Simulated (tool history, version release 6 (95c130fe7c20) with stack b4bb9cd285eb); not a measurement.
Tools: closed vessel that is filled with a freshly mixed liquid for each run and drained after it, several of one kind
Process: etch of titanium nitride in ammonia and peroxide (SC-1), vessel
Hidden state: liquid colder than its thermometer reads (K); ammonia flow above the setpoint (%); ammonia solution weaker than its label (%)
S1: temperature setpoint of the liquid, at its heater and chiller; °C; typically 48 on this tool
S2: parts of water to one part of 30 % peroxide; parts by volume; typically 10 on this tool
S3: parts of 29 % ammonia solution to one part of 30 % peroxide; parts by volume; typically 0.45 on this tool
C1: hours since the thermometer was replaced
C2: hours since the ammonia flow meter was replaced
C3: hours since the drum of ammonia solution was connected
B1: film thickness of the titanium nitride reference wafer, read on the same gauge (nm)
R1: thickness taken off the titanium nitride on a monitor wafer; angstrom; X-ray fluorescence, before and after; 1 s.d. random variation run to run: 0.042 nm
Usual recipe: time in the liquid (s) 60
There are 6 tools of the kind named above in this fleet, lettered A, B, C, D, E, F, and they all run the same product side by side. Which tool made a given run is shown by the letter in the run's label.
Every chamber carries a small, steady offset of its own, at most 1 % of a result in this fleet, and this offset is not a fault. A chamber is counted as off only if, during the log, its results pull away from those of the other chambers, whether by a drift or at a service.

Run 1C, hour 10.5: usual settings; C1 1549.6; C2 593.5; C3 664.2; B1 110.01. Result: R1 57.667 angstrom.
At hour 14.7: chamber B: new drum of ammonia solution connected.
Run 2D, hour 23.2: usual settings; C1 609.4; C2 617.8; C3 84.7; B1 109.99. Result: R1 56.689 angstrom.
Run 3F, hour 34.2: usual settings; C1 214.9; C2 991.0; C3 74.7; B1 109.99. Result: R1 58.378 angstrom.
Run 4A, hour 43.4: usual settings; C1 910.9; C2 403.9; C3 537.2; B1 110.03. Result: R1 57.155 angstrom.
Run 5E, hour 49.0: usual settings but S2 6 parts by volume, S3 0.60 parts by volume; C1 560.8; C2 566.1; C3 137.7; B1 109.99. Result: R1 78.218 angstrom.
Run 6B, hour 55.1: usual settings but S2 6 parts by volume, S3 0.60 parts by volume; C1 840.5; C2 399.6; C3 40.5; B1 110.00. Result: R1 78.967 angstrom.
At hour 59.3: chamber E: ammonia flow meter replaced.
Run 7E, hour 63.8: usual settings but S2 6 parts by volume, S3 0.60 parts by volume; C1 575.6; C2 4.6; C3 152.5; B1 109.98. Result: R1 77.791 angstrom.
Run 8D, hour 73.0: usual settings but S2 6 parts by volume, S3 0.60 parts by volume; C1 659.2; C2 667.6; C3 134.5; B1 109.98. Result: R1 77.982 angstrom.
At hour 77.9: chamber B: ammonia flow meter replaced.
Run 9A, hour 81.1: usual settings but S2 6 parts by volume, S3 0.60 parts by volume; C1 948.6; C2 441.6; C3 574.9; B1 110.03. Result: R1 77.446 angstrom.
Run 10B, hour 86.9: usual settings but S2 6 parts by volume, S3 0.60 parts by volume; C1 872.3; C2 9.0; C3 72.3; B1 110.01. Result: R1 77.369 angstrom.
Run 11C, hour 96.2: usual settings; C1 1635.3; C2 679.2; C3 749.9; B1 109.99. Result: R1 57.561 angstrom.
Run 12F, hour 106.0: usual settings; C1 286.7; C2 1062.8; C3 146.5; B1 109.98. Result: R1 57.571 angstrom.
Run 13D, hour 112.1: usual settings; C1 698.3; C2 706.7; C3 173.6; B1 110.00. Result: R1 57.367 angstrom.
Run 14B, hour 123.2: usual settings; C1 908.6; C2 45.3; C3 108.6; B1 109.98. Result: R1 57.382 angstrom.
Run 15C, hour 135.9: usual settings; C1 1675.0; C2 718.9; C3 789.6; B1 109.98. Result: R1 57.188 angstrom.
Run 16E, hour 147.9: usual settings; C1 659.7; C2 88.7; C3 236.6; B1 109.98. Result: R1 56.506 angstrom.
At hour 150.6: chamber A: new drum of ammonia solution connected.
Run 17A, hour 156.6: usual settings; C1 1024.1; C2 517.1; C3 6.1; B1 109.99. Result: R1 57.386 angstrom.
Run 18F, hour 166.6: usual settings; C1 347.3; C2 1123.4; C3 207.1; B1 110.03. Result: R1 57.801 angstrom.
At hour 171.4: chamber E: new drum of ammonia solution connected.
Run 19B, hour 174.9: usual settings; C1 960.3; C2 97.0; C3 160.3; B1 109.99. Result: R1 58.119 angstrom.
Run 20A, hour 186.0: usual settings; C1 1053.5; C2 546.5; C3 35.5; B1 109.97. Result: R1 57.241 angstrom.
Run 21E, hour 192.5: usual settings; C1 704.3; C2 133.3; C3 21.1; B1 110.01. Result: R1 55.548 angstrom.
Run 22F, hour 198.3: usual settings; C1 379.0; C2 1155.1; C3 238.8; B1 109.99. Result: R1 57.892 angstrom.
Run 23D, hour 209.2: usual settings; C1 795.4; C2 803.8; C3 270.7; B1 109.98. Result: R1 57.462 angstrom.
Run 24C, hour 216.6: usual settings; C1 1755.7; C2 799.6; C3 870.3; B1 109.98. Result: R1 57.363 angstrom.
Run 25D, hour 222.2: usual settings; C1 808.4; C2 816.8; C3 283.7; B1 110.00. Result: R1 57.442 angstrom.
Run 26E, hour 233.9: usual settings; C1 745.7; C2 174.7; C3 62.5; B1 110.03. Result: R1 54.855 angstrom.
Run 27A, hour 241.3: usual settings; C1 1108.8; C2 601.8; C3 90.8; B1 109.99. Result: R1 57.399 angstrom.
Run 28B, hour 247.1: usual settings; C1 1032.5; C2 169.2; C3 232.5; B1 110.03. Result: R1 57.363 angstrom.
Run 29F, hour 254.6: usual settings but S1 55 °C; C1 435.3; C2 1211.4; C3 295.1; B1 109.99. Result: R1 93.519 angstrom.
Run 30C, hour 266.4: usual settings but S1 55 °C; C1 1805.5; C2 849.4; C3 920.1; B1 110.00. Result: R1 93.977 angstrom.
Run 31F, hour 275.7: usual settings but S1 55 °C; C1 456.4; C2 1232.5; C3 316.2; B1 110.02. Result: R1 92.851 angstrom.
Run 32A, hour 284.0: usual settings but S1 55 °C; C1 1151.5; C2 644.5; C3 133.5; B1 110.01. Result: R1 93.944 angstrom.
Run 33D, hour 292.3: usual settings but S1 55 °C; C1 878.5; C2 886.9; C3 353.8; B1 110.02. Result: R1 94.753 angstrom.
Run 34B, hour 298.8: usual settings but S1 55 °C; C1 1084.2; C2 220.9; C3 284.2; B1 110.01. Result: R1 92.702 angstrom.
Run 35E, hour 310.0: usual settings; C1 821.8; C2 250.8; C3 138.6; B1 110.03. Result: R1 53.975 angstrom.
Run 36C, hour 320.2: usual settings; C1 1859.3; C2 903.2; C3 973.9; B1 110.06. Result: R1 57.511 angstrom.
Run 37F, hour 327.9: usual settings; C1 508.6; C2 1284.7; C3 368.4; B1 110.00. Result: R1 57.984 angstrom.
Run 38A, hour 338.1: usual settings; C1 1205.6; C2 698.6; C3 187.6; B1 110.02. Result: R1 57.297 angstrom.
Run 39B, hour 345.9: usual settings; C1 1131.3; C2 268.0; C3 331.3; B1 110.04. Result: R1 57.326 angstrom.
Run 40C, hour 355.3: usual settings; C1 1894.4; C2 938.3; C3 1009.0; B1 110.00. Result: R1 57.733 angstrom.
Run 41E, hour 365.3: usual settings; C1 877.1; C2 306.1; C3 193.9; B1 110.02. Result: R1 53.079 angstrom.
Run 42D, hour 374.1: usual settings; C1 960.3; C2 968.7; C3 435.6; B1 110.01. Result: R1 57.743 angstrom.
Run 43F, hour 385.8: usual settings but S3 0.35 parts by volume, time in the liquid (s) 75; C1 566.5; C2 1342.6; C3 426.3; B1 109.96. Result: R1 68.837 angstrom.
Run 44E, hour 391.7: usual settings but S3 0.35 parts by volume, time in the liquid (s) 75; C1 903.5; C2 332.5; C3 220.3; B1 109.99. Result: R1 63.199 angstrom.

Predict what each chamber gives when all 6 of them run the settings below next.
Run 45A, hour 400.9: usual settings but S1 52 °C. Result: R1 ?.
Run 45B, hour 400.9: usual settings but S1 52 °C. Result: R1 ?.
Run 45C, hour 400.9: usual settings but S1 52 °C. Result: R1 ?.
Run 45D, hour 400.9: usual settings but S1 52 °C. Result: R1 ?.
Run 45E, hour 400.9: usual settings but S1 52 °C. Result: R1 ?.
Run 45F, hour 400.9: usual settings but S1 52 °C. Result: R1 ?.

run      R1
45A  75.860
45B  77.124
45C  76.218
45D  76.313
45E  68.749
45F  76.290
